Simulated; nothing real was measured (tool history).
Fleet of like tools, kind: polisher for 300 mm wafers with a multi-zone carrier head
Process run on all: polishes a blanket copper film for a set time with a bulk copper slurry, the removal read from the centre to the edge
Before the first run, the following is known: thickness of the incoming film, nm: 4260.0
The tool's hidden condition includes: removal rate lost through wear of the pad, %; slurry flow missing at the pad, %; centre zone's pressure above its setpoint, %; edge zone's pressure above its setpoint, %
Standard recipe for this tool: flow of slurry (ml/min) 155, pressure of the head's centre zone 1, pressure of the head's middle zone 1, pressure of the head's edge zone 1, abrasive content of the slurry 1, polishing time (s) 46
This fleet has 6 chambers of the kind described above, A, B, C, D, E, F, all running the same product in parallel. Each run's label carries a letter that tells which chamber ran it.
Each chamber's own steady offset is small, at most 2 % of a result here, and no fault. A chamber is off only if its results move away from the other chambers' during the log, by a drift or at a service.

| run | hour | flow of slurry (ml/min) | pressure of the head's centre zone | pressure of the head's middle zone | pressure of the head's edge zone | abrasive content of the slurry | polishing time (s) | wafers polished on this pad | hours since the slurry nozzle was cleaned | hours since the centre zone pressure was calibrated | hours since the edge zone pressure was calibrated | film removed at the wafer's centre (Å) | film removed at mid-radius (Å) | film removed at the wafer's edge (Å) |
|---|---|---|---|---|---|---|---|---|---|---|---|---|---|---|
| 1E | 6.1 | 155 | 1 | 1 | 1 | 1 | 46 | 614 | 33.2 | 421 | 166.1 | 4920.4 | 4827.7 | 4835.3 |
| 2A | 10.7 | 155 | 1 | 1 | 1 | 1 | 46 | 944 | 68.1 | 361.1 | 486.2 | 4845.5 | 4848.7 | 4903.8 |
|  | 14.5 | chamber A: worn pad replaced by a new one |
|  | 15.4 | chamber B: slurry nozzle cleaned |
|  | 17.2 | chamber D: worn pad replaced by a new one |
| 3B | 17.2 | 155 | 1 | 1 | 1 | 1 | 46 | 815 | 1.9 | 1238.1 | 29.4 | 4894.7 | 4915.8 | 4883.3 |
|  | 20.8 | chamber F: slurry nozzle cleaned |
| 4C | 23.1 | 155 | 1 | 1 | 1 | 1 | 46 | 773 | 418.4 | 140.1 | 88.3 | 4851.2 | 4801.5 | 4794.6 |
| 5D | 28.4 | 155 | 1 | 1 | 1 | 1 | 46 | 103 | 357.7 | 1193.4 | 209 | 4894.3 | 4858.6 | 4867.3 |
|  | 29.5 | chamber C: worn pad replaced by a new one |
| 6F | 35.8 | 155 | 1 | 1 | 1 | 1 | 46 | 351 | 15 | 480.8 | 649.1 | 4966.4 | 4930.2 | 4935.1 |
|  | 36.2 | chamber E: worn pad replaced by a new one |
| 7F | 42.4 | 155 | 1 | 1 | 1 | 1 | 46 | 412 | 21.6 | 487.4 | 655.7 | 4992.4 | 4946.2 | 4952.7 |
| 8A | 47 | 155 | 0.89 | 1 | 1 | 1 | 46 | 297 | 104.4 | 397.4 | 522.5 | 4281.1 | 4846.7 | 4952.8 |
| 9B | 53.2 | 155 | 0.89 | 1 | 1 | 1 | 46 | 1144 | 37.9 | 1274.1 | 65.4 | 4311 | 4863.8 | 4835.7 |
| 10C | 56.5 | 155 | 0.89 | 1 | 1 | 1 | 46 | 247 | 451.8 | 173.5 | 121.7 | 4269.8 | 4877.2 | 4877.4 |
|  | 57.9 | chamber F: centre zone pressure recalibrated |
|  | 60.6 | chamber B: worn pad replaced by a new one |
| 11D | 64 | 155 | 0.89 | 1 | 1 | 1 | 46 | 428 | 393.3 | 1229 | 244.6 | 4332.7 | 4838.9 | 4911.2 |
| 12E | 69.8 | 155 | 0.89 | 1 | 1 | 1 | 46 | 307 | 96.9 | 484.7 | 229.8 | 4295.8 | 4884.7 | 4793.9 |
|  | 72.9 | chamber F: worn pad replaced by a new one |
| 13C | 74.8 | 155 | 0.89 | 1 | 1 | 1 | 46 | 415 | 470.1 | 191.8 | 140 | 4311.4 | 4878.1 | 4847.4 |
| 14B | 78.9 | 155 | 1 | 1 | 1 | 1 | 46 | 167 | 63.6 | 1299.8 | 91.1 | 4848.6 | 4874.5 | 4834.1 |
|  | 79.6 | chamber D: centre zone pressure recalibrated |
| 15D | 84.4 | 155 | 0.93 | 1 | 1 | 1 | 37 | 615 | 413.7 | 4.9 | 265 | 3658.4 | 3855.1 | 3924.8 |
| 16A | 91.2 | 155 | 0.93 | 1 | 1 | 1 | 37 | 701 | 148.6 | 441.6 | 566.7 | 3586.7 | 3949.5 | 3923.3 |
| 17E | 98.7 | 155 | 0.93 | 1 | 1 | 1 | 37 | 571 | 125.8 | 513.6 | 258.7 | 3632.6 | 3944.4 | 3942.5 |
| 18F | 104.9 | 155 | 0.93 | 1 | 1 | 1 | 37 | 293 | 84.1 | 47.1 | 718.2 | 3628.5 | 4036.1 | 3974.4 |
|  | 107.6 | chamber C: worn pad replaced by a new one |
| 19E | 108.6 | 155 | 0.93 | 1 | 1 | 1 | 37 | 662 | 135.7 | 523.5 | 268.6 | 3645.5 | 3917.3 | 3922.7 |
|  | 113 | chamber A: worn pad replaced by a new one |
| 20D | 113.6 | 155 | 0.93 | 1 | 1 | 1 | 37 | 882 | 442.9 | 34.1 | 294.2 | 3622.4 | 3961.7 | 3939.1 |
| 21A | 120.1 | 155 | 1 | 1 | 1 | 1 | 46 | 65 | 177.5 | 470.5 | 595.6 | 4890.3 | 4951.9 | 4915.1 |
| 22F | 125.3 | 155 | 1 | 1 | 1 | 1 | 46 | 479 | 104.5 | 67.5 | 738.6 | 4909.9 | 5034.2 | 4929.3 |
| 23C | 128.9 | 155 | 1 | 1 | 1 | 1 | 46 | 194 | 524.2 | 245.9 | 194.1 | 4852.8 | 4769.7 | 4849.4 |
|  | 134.1 | chamber B: centre zone pressure recalibrated |
| 24B | 134.4 | 155 | 1 | 1 | 1 | 1 | 46 | 674 | 119.1 | 0.3 | 146.6 | 4871.7 | 4817.5 | 4840.5 |
| 25A | 141.1 | 155 | 1 | 1 | 1 | 1 | 46 | 257 | 198.5 | 491.5 | 616.6 | 4917.4 | 4871 | 4970.2 |
| 26D | 148 | 155 | 1 | 1 | 1 | 1 | 46 | 1196 | 477.3 | 68.5 | 328.6 | 4907.1 | 4794.8 | 4891.9 |
|  | 152.1 | chamber E: worn pad replaced by a new one |
| 27E | 153.8 | 155 | 1 | 1 | 1 | 1 | 46 | 16 | 180.9 | 568.7 | 313.8 | 4914 | 4926.2 | 4913 |
|  | 154.7 | chamber D: edge zone pressure recalibrated |
| 28C | 159.2 | 155 | 1 | 1 | 1 | 1 | 46 | 471 | 554.5 | 276.2 | 224.4 | 4853 | 4776.4 | 4852.4 |
|  | 163.9 | chamber F: worn pad replaced by a new one |
| 29B | 164.8 | 155 | 1 | 1 | 1 | 1 | 46 | 952 | 149.5 | 30.7 | 177 | 4830.4 | 4832 | 4860.6 |
| 30F | 170.9 | 155 | 1 | 1 | 1 | 1 | 46 | 64 | 150.1 | 113.1 | 784.2 | 4894.9 | 4903.1 | 4884.1 |
| 31F | 175.9 | 155 | 1 | 1 | 1 | 1 | 46 | 109 | 155.1 | 118.1 | 789.2 | 4883.4 | 4957.4 | 4929.5 |
|  | 180 | chamber A: centre zone pressure recalibrated |
| 32A | 183.1 | 155 | 0.94 | 1 | 1 | 1 | 32 | 641 | 240.5 | 3.1 | 658.6 | 3178.4 | 3342.7 | 3424.7 |
| 33D | 189.5 | 155 | 0.94 | 1 | 1 | 1 | 32 | 1576 | 518.8 | 110 | 34.8 | 3162.1 | 3442.5 | 3368.1 |
|  | 190.5 | chamber C: worn pad replaced by a new one |
|  | 192.9 | chamber D: worn pad replaced by a new one |
| 34E | 193.6 | 155 | 0.94 | 1 | 1 | 1 | 32 | 380 | 220.7 | 608.5 | 353.6 | 3168.4 | 3350.8 | 3372.1 |
|  | 197.6 | chamber E: edge zone pressure recalibrated |
| 35B | 200.4 | 155 | 0.94 | 1 | 1 | 1 | 32 | 1278 | 185.1 | 66.3 | 212.6 | 3164 | 3365.2 | 3324.4 |
|  | 203.7 | chamber B: worn pad replaced by a new one |
| 36C | 206.2 | 155 | 0.94 | 1 | 1 | 1 | 32 | 144 | 601.5 | 323.2 | 271.4 | 3120.7 | 3375.6 | 3379 |
| 37B | 211.7 | 155 | 0.94 | 1 | 1 | 1 | 32 | 73 | 196.4 | 77.6 | 223.9 | 3130.4 | 3457.9 | 3378.8 |
| 38D | 217.2 | 155 | 1 | 1 | 1 | 1 | 46 | 222 | 546.5 | 137.7 | 62.5 | 4871.9 | 4817.4 | 4911.3 |
| 39F | 221.5 | 155 | 1 | 1 | 1 | 1 | 46 | 526 | 200.7 | 163.7 | 834.8 | 4865.3 | 4803.6 | 4862.1 |
| 40A | 229 | 155 | 1 | 1 | 1 | 1 | 46 | 1060 | 286.4 | 49 | 704.5 | 4798.5 | 4746.2 | 4942.5 |
|  | 230.3 | chamber A: worn pad replaced by a new one |
| 41C | 233 | 155 | 1 | 1 | 1 | 1 | 46 | 389 | 628.3 | 350 | 298.2 | 4853.9 | 4817.6 | 4872.7 |
| 42E | 238.3 | 155 | 1 | 1 | 1 | 1 | 46 | 788 | 265.4 | 653.2 | 40.8 | 4827.8 | 4791.2 | 4830 |
| 43A | 244.3 | 155 | 1 | 1 | 1 | 1 | 46 | 128 | 301.7 | 64.3 | 719.8 | 4894.5 | 4870.8 | 4973.7 |
| 44E | 250.9 | 155 | 1 | 1 | 1 | 1 | 46 | 903 | 278 | 665.8 | 53.4 | 4846 | 4897.2 | 4858.5 |

Next, every chamber runs the same settings. What will each give?
| 45A | 256.2 | 155 | 1 | 1 | 1 | 1 | 46 |  |  |  |  | ? | ? | ? |
| 45B | 256.2 | 155 | 1 | 1 | 1 | 1 | 46 |  |  |  |  | ? | ? | ? |
| 45C | 256.2 | 155 | 1 | 1 | 1 | 1 | 46 |  |  |  |  | ? | ? | ? |
| 45D | 256.2 | 155 | 1 | 1 | 1 | 1 | 46 |  |  |  |  | ? | ? | ? |
| 45E | 256.2 | 155 | 1 | 1 | 1 | 1 | 46 |  |  |  |  | ? | ? | ? |
| 45F | 256.2 | 155 | 1 | 1 | 1 | 1 | 46 |  |  |  |  | ? | ? | ? |

| run | film removed at the wafer's centre (Å) | film removed at mid-radius (Å) | film removed at the wafer's edge (Å) |
|---|---|---|---|
| 45A | 4849.7 | 4818 | 4868.3 |
| 45B | 4833.8 | 4904.6 | 4833.5 |
| 45C | 4894.6 | 4915.1 | 4855.6 |
| 45D | 4781.4 | 4776.1 | 4925.3 |
| 45E | 4891.2 | 4857.2 | 4914 |
| 45F | 4862.2 | 4850.1 | 4876.2 |

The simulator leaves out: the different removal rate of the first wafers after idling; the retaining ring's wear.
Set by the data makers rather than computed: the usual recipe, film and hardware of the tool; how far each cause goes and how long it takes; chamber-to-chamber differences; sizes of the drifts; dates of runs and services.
